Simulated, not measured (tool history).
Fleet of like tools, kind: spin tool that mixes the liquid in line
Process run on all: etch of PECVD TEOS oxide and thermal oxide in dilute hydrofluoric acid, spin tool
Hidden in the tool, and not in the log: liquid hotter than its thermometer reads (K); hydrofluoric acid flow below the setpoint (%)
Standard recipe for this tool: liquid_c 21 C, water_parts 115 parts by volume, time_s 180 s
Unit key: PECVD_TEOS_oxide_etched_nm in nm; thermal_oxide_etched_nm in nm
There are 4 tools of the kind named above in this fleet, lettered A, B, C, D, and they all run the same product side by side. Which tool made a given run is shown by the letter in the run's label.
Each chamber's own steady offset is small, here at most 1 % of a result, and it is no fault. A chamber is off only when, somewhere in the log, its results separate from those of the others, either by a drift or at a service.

run,day,liquid_c,water_parts,time_s,hours since the thermometer was replaced,hours since the hydrofluoric acid flow meter was replaced,"read-back film thickness of the PECVD TEOS oxide reference wafer, read on the same gauge (nm)","read-back film thickness of the thermal oxide reference wafer, read on the same gauge (nm)",PECVD_TEOS_oxide_etched_nm,thermal_oxide_etched_nm
1D,0.3,21,115,180,776.1,209.3,29.992,149.99,26.585,6.6082
2C,0.538,21,115,180,1968.6,395.3,29.975,150,26.798,6.6306
3B,0.842,21,115,180,50.1,196.5,30.022,149.99,26.738,6.6589
4A,1.096,21,115,180,283.5,226.2,29.992,150,26.87,6.6734
5A,1.492,21,115,180,293,235.7,30.014,150,26.983,6.7093
# day 1.9: chamber C: hydrofluoric acid flow meter replaced
6D,1.925,21,115,180,815.1,248.3,30.021,150,26.872,6.6324
7C,2.296,17,115,180,2010.8,9.6,29.998,150.01,22.774,5.6093
8B,2.662,17,115,180,93.8,240.2,29.988,150,22.605,5.6006
9B,3.129,17,115,180,105,251.4,29.989,150,22.939,5.5974
10A,3.454,17,115,180,340.1,282.8,30.014,150,22.546,5.6122
11D,3.904,21,115,180,862.6,295.8,29.985,150.01,26.259,6.5454
12C,4.129,21,115,180,2054.8,53.6,30.004,149.99,27.149,6.5689
13A,4.5,21,115,180,365.2,307.9,30.004,149.99,26.717,6.5344
14B,4.875,21,115,180,146.9,293.3,30,150.03,26.63,6.6181
15D,5.112,21,115,180,891.6,324.8,29.985,150,26.46,6.5477
16C,5.496,21,115,180,2087.6,86.4,30.018,150,26.817,6.5458
17B,5.729,21,115,180,167.4,313.8,30.025,150,26.592,6.5279
18A,6.088,21,115,180,403.3,346,29.992,150,26.845,6.6198
19D,6.4,21,115,180,922.5,355.7,29.999,150,26.557,6.6151
20C,6.846,21,115,180,2120,118.8,30.004,149.99,26.915,6.5805
21B,7.088,21,115,180,200,346.4,29.996,150.01,26.322,6.505
22C,7.354,21,115,85,2132.2,131,30.006,150.02,12.586,3.0722
23A,7.683,21,115,85,441.6,384.3,30.007,150,12.44,3.0738
24D,8.067,21,115,85,962.5,395.7,29.998,150,12.437,3.0765
25B,8.396,21,115,85,231.4,377.8,30.008,150.01,12.276,3.0551
26A,8.604,21,115,180,463.7,406.4,30.019,150,27.048,6.6083
27D,9.075,21,115,180,986.7,419.9,29.986,150.02,26.598,6.5077
28C,9.542,21,115,180,2184.7,183.5,29.986,150.01,26.746,6.5394
29D,9.783,21,115,180,1003.7,436.9,29.991,150,26.346,6.5412
30A,10.171,21,145,115,501.3,444,30.008,150.01,13.295,3.2247
31C,10.379,21,145,115,2204.8,203.6,30.001,150,12.995,3.2027
32B,10.783,21,145,115,288.7,435.1,29.967,149.98,12.579,3.0834
33A,11.225,21,145,115,526.6,469.3,30.017,150.01,13.085,3.2195
34C,11.517,21,115,180,2232.1,230.9,29.975,150.01,26.784,6.5347
35D,11.825,21,115,180,1052.7,485.9,30.002,149.99,26.664,6.5155
36B,12.062,21,115,180,319.4,465.8,29.984,149.98,25.328,6.2507
37C,12.333,21,115,180,2251.7,250.5,29.981,150,26.702,6.6381
38D,12.708,21,70,180,1073.9,507.1,30.019,150.01,46.217,11.422
39A,13.142,21,70,180,572.6,515.3,29.997,149.98,45.815,11.329
# day 13.571: chamber A: hydrofluoric acid flow meter replaced
40B,13.617,21,70,180,356.7,503.1,29.973,149.99,43.643,10.741
# day 13.725: chamber D: hydrofluoric acid flow meter replaced
41A,14.008,21,70,180,593.4,10.6,29.989,149.99,45.83,11.372
42D,14.371,21,115,180,1113.8,15.6,29.99,150.02,26.899,6.6521

The same settings go to every chamber for the next run, one line per chamber below. Forecast the results for each:
43A,14.712,21,115,250,,,,,?,?
43B,14.712,21,115,250,,,,,?,?
43C,14.712,21,115,250,,,,,?,?
43D,14.712,21,115,250,,,,,?,?

run,PECVD_TEOS_oxide_etched_nm,thermal_oxide_etched_nm
43A,37.264,9.2017
43B,33.859,8.5247
43C,37.439,9.2119
43D,36.947,9.1161
